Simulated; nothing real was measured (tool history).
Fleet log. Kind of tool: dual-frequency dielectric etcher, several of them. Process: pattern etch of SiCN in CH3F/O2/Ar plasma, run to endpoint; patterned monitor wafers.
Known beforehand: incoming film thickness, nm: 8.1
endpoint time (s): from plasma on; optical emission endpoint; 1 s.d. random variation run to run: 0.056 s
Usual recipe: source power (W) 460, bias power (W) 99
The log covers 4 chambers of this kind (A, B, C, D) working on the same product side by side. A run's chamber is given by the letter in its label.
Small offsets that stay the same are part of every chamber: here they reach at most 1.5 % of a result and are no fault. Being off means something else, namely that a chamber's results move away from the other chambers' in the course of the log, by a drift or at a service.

run   hour  source power (W)  bias power (W)  endpoint time (s)
 1C    7.1               460              99              18.48
 2D   15.3               460              99              18.24
 3A   22.3               460              99             18.198
 4B   27.5               460              99             18.555
 5D   32.4               460              99             18.316
 6B   36.1               460              99             18.523
 7A     42               460              99             18.231
 8C   47.2               460              99             18.375
 9B   53.7               460              79             20.045
10A   59.6               460              79             19.783
11D     64               460              79             19.772
12C   69.4               460              79             19.874
13C   75.3               460              77             20.131
14D   79.7               460              77             20.102
15A   84.1               460              77             19.946
16B   89.9               460              77             20.215
17D   95.9               460              99             18.316
18B  103.3               460              99             18.526
     104.5  -- chamber D: wet clean of the chamber
19A  111.8               460              99              18.08
20C  116.5               460              99             18.329
21B  120.7               460              99             18.493
22A  124.8               460              99             18.042
23D  133.2               460              99              18.29
24C  138.3               460              99             18.285
25A  145.8               460              99             17.987

Read the log: is a single chamber off, either drifting away or since a service, is the gauge that measures every chamber drifting, or is nothing wrong beyond small per-chamber offsets? Name any odd chamber and what most likely caused it.

One chamber, A, drifts off from the rest bit by bit.
Likeliest cause: etch rate over this chamber's usual, % = 1.78.
The log may not separate it from: source power that arrives over what is set, %; bias power that arrives over what is set, %.

Chamber A could run next with any of the 4 candidate recipes listed below; each alters the usual settings, and their results appear as question marks. Which one brings its results back in line with what the other chambers deliver on the usual settings?
To be in line, a result may differ from the other chambers' mean on the usual settings by at most: endpoint time (s) 0.2
26A-1  151.9               480             102                  ?
26A-2  151.9               460             100                  ?
26A-3  151.9               460              93                  ?
26A-4  151.9               450              99                  ?

Other chambers, usual settings, mean: endpoint time (s) 18.392
  run  endpoint time (s)
26A-1             17.455
26A-2             17.864
26A-3             18.356
26A-4             18.079
26A-3 brings the chamber back in line.

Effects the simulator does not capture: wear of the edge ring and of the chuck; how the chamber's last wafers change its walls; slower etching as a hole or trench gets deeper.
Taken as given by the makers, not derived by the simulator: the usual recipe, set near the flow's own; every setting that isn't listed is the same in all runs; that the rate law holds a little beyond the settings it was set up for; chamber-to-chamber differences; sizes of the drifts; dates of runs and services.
